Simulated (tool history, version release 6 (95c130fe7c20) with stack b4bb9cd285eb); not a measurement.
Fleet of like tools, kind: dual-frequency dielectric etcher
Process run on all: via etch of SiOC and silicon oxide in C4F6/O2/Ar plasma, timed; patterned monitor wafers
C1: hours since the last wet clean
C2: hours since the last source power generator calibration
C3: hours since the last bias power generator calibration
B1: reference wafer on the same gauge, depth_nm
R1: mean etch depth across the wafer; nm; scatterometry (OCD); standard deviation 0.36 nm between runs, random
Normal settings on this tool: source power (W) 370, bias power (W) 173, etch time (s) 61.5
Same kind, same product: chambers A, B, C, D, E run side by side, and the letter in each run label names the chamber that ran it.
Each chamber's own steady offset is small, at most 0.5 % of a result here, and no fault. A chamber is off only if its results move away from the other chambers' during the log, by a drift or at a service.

run 1D hour=10.4 | source_power_(W)=370 bias_power_(W)=173 etch_time_(s)=61.5 | C1=338.6 C2=944.8 C3=2171 | B1=73.952 | R1=67.066
run 2C hour=16.7 | source_power_(W)=370 bias_power_(W)=173 etch_time_(s)=61.5 | C1=150.2 C2=1133.5 C3=1883.8 | B1=73.933 | R1=66.128
-- hour=28 chamber A: wet clean of the chamber
run 3E hour=28.2 | source_power_(W)=370 bias_power_(W)=173 etch_time_(s)=61.5 | C1=71.4 C2=369.9 C3=4304.4 | B1=73.928 | R1=66.4
-- hour=32.7 chamber E: bias power generator calibrated
run 4A hour=36.9 | source_power_(W)=370 bias_power_(W)=173 etch_time_(s)=61.5 | C1=8.9 C2=3034.4 C3=3641.7 | B1=74.063 | R1=66.086
run 5B hour=46.9 | source_power_(W)=370 bias_power_(W)=173 etch_time_(s)=61.5 | C1=211.1 C2=708.3 C3=373 | B1=73.96 | R1=66.75
-- hour=54.4 chamber D: wet clean of the chamber
run 6D hour=58.7 | source_power_(W)=370 bias_power_(W)=173 etch_time_(s)=55 | C1=4.3 C2=993.1 C3=2219.3 | B1=73.941 | R1=59.622
run 7A hour=65.5 | source_power_(W)=370 bias_power_(W)=173 etch_time_(s)=55 | C1=37.5 C2=3063 C3=3670.3 | B1=73.955 | R1=59.008
run 8C hour=76.5 | source_power_(W)=370 bias_power_(W)=173 etch_time_(s)=55 | C1=210 C2=1193.3 C3=1943.6 | B1=74.052 | R1=59.149
run 9E hour=83.9 | source_power_(W)=370 bias_power_(W)=173 etch_time_(s)=55 | C1=127.1 C2=425.6 C3=51.2 | B1=73.981 | R1=59.427
run 10B hour=91.1 | source_power_(W)=370 bias_power_(W)=173 etch_time_(s)=55 | C1=255.3 C2=752.5 C3=417.2 | B1=74.026 | R1=59.194
run 11E hour=100.2 | source_power_(W)=370 bias_power_(W)=173 etch_time_(s)=61.5 | C1=143.4 C2=441.9 C3=67.5 | B1=74.027 | R1=66.452
run 12A hour=110 | source_power_(W)=440 bias_power_(W)=173 etch_time_(s)=61.5 | C1=82 C2=3107.5 C3=3714.8 | B1=73.944 | R1=71.078
run 13B hour=119.5 | source_power_(W)=440 bias_power_(W)=173 etch_time_(s)=61.5 | C1=283.7 C2=780.9 C3=445.6 | B1=73.969 | R1=71.122
-- hour=120.7 chamber A: source power generator calibrated
run 14C hour=133.7 | source_power_(W)=440 bias_power_(W)=173 etch_time_(s)=61.5 | C1=267.2 C2=1250.5 C3=2000.8 | B1=73.998 | R1=71.72
run 15D hour=141.2 | source_power_(W)=440 bias_power_(W)=173 etch_time_(s)=61.5 | C1=86.8 C2=1075.6 C3=2301.8 | B1=73.947 | R1=71.234
run 16B hour=155.1 | source_power_(W)=440 bias_power_(W)=173 etch_time_(s)=61.5 | C1=319.3 C2=816.5 C3=481.2 | B1=74.087 | R1=71.298
run 17A hour=162.6 | source_power_(W)=370 bias_power_(W)=173 etch_time_(s)=61.5 | C1=134.6 C2=41.9 C3=3767.4 | B1=73.953 | R1=65.716
run 18C hour=171 | source_power_(W)=410 bias_power_(W)=132 etch_time_(s)=61.5 | C1=304.5 C2=1287.8 C3=2038.1 | B1=74.072 | R1=64.206
run 19E hour=183.9 | source_power_(W)=410 bias_power_(W)=132 etch_time_(s)=61.5 | C1=227.1 C2=525.6 C3=151.2 | B1=74.059 | R1=63.634
run 20D hour=194.7 | source_power_(W)=410 bias_power_(W)=132 etch_time_(s)=61.5 | C1=140.3 C2=1129.1 C3=2355.3 | B1=74.033 | R1=64.158
run 21E hour=208.5 | source_power_(W)=410 bias_power_(W)=132 etch_time_(s)=61.5 | C1=251.7 C2=550.2 C3=175.8 | B1=73.88 | R1=63.972
run 22C hour=222.2 | source_power_(W)=410 bias_power_(W)=132 etch_time_(s)=61.5 | C1=355.7 C2=1339 C3=2089.3 | B1=73.986 | R1=64.931
run 23A hour=233.4 | source_power_(W)=430 bias_power_(W)=173 etch_time_(s)=61.5 | C1=205.4 C2=112.7 C3=3838.2 | B1=73.93 | R1=70.251
run 24D hour=245.2 | source_power_(W)=430 bias_power_(W)=173 etch_time_(s)=61.5 | C1=190.8 C2=1179.6 C3=2405.8 | B1=74.004 | R1=70.48
run 25B hour=255 | source_power_(W)=430 bias_power_(W)=173 etch_time_(s)=61.5 | C1=419.2 C2=916.4 C3=581.1 | B1=73.932 | R1=69.623
run 26D hour=262.7 | source_power_(W)=430 bias_power_(W)=173 etch_time_(s)=61.5 | C1=208.3 C2=1197.1 C3=2423.3 | B1=74.008 | R1=70.704
run 27C hour=269.3 | source_power_(W)=430 bias_power_(W)=173 etch_time_(s)=61.5 | C1=402.8 C2=1386.1 C3=2136.4 | B1=73.915 | R1=72.185
-- hour=278.6 chamber B: wet clean of the chamber
run 28A hour=279.4 | source_power_(W)=370 bias_power_(W)=173 etch_time_(s)=61.5 | C1=251.4 C2=158.7 C3=3884.2 | B1=74.006 | R1=66.062
-- hour=283.8 chamber E: wet clean of the chamber
run 29E hour=293.5 | source_power_(W)=370 bias_power_(W)=173 etch_time_(s)=61.5 | C1=9.7 C2=635.2 C3=260.8 | B1=74.001 | R1=66.54
run 30B hour=305.3 | source_power_(W)=450 bias_power_(W)=173 etch_time_(s)=69 | C1=26.8 C2=966.7 C3=631.4 | B1=74.01 | R1=80.357
run 31B hour=312.5 | source_power_(W)=450 bias_power_(W)=173 etch_time_(s)=69 | C1=34 C2=973.9 C3=638.6 | B1=74.067 | R1=80.248
run 32A hour=325.5 | source_power_(W)=450 bias_power_(W)=173 etch_time_(s)=69 | C1=297.5 C2=204.8 C3=3930.3 | B1=74.04 | R1=79.979
run 33E hour=335.3 | source_power_(W)=450 bias_power_(W)=173 etch_time_(s)=69 | C1=51.5 C2=677 C3=302.6 | B1=74.021 | R1=80.49
run 34D hour=349.3 | source_power_(W)=450 bias_power_(W)=173 etch_time_(s)=69 | C1=294.9 C2=1283.7 C3=2509.9 | B1=74.017 | R1=80.548
run 35C hour=359.7 | source_power_(W)=330 bias_power_(W)=138 etch_time_(s)=61.5 | C1=493.2 C2=1476.5 C3=2226.8 | B1=73.955 | R1=61.251
run 36A hour=369 | source_power_(W)=330 bias_power_(W)=138 etch_time_(s)=61.5 | C1=341 C2=248.3 C3=3973.8 | B1=74.039 | R1=58.968
run 37C hour=375.4 | source_power_(W)=330 bias_power_(W)=138 etch_time_(s)=61.5 | C1=508.9 C2=1492.2 C3=2242.5 | B1=73.901 | R1=60.722
run 38E hour=387.3 | source_power_(W)=330 bias_power_(W)=138 etch_time_(s)=61.5 | C1=103.5 C2=729 C3=354.6 | B1=74.083 | R1=59.32

All chambers now run identical settings, listed one chamber a line with results as question marks. What results will each chamber show?
run 39A hour=397.8 | source_power_(W)=370 bias_power_(W)=173 etch_time_(s)=61.5 | R1=?
run 39B hour=397.8 | source_power_(W)=370 bias_power_(W)=173 etch_time_(s)=61.5 | R1=?
run 39C hour=397.8 | source_power_(W)=370 bias_power_(W)=173 etch_time_(s)=61.5 | R1=?
run 39D hour=397.8 | source_power_(W)=370 bias_power_(W)=173 etch_time_(s)=61.5 | R1=?
run 39E hour=397.8 | source_power_(W)=370 bias_power_(W)=173 etch_time_(s)=61.5 | R1=?

run=39A R1=66.423
run=39B R1=66.516
run=39C R1=69.142
run=39D R1=66.298
run=39E R1=66.705

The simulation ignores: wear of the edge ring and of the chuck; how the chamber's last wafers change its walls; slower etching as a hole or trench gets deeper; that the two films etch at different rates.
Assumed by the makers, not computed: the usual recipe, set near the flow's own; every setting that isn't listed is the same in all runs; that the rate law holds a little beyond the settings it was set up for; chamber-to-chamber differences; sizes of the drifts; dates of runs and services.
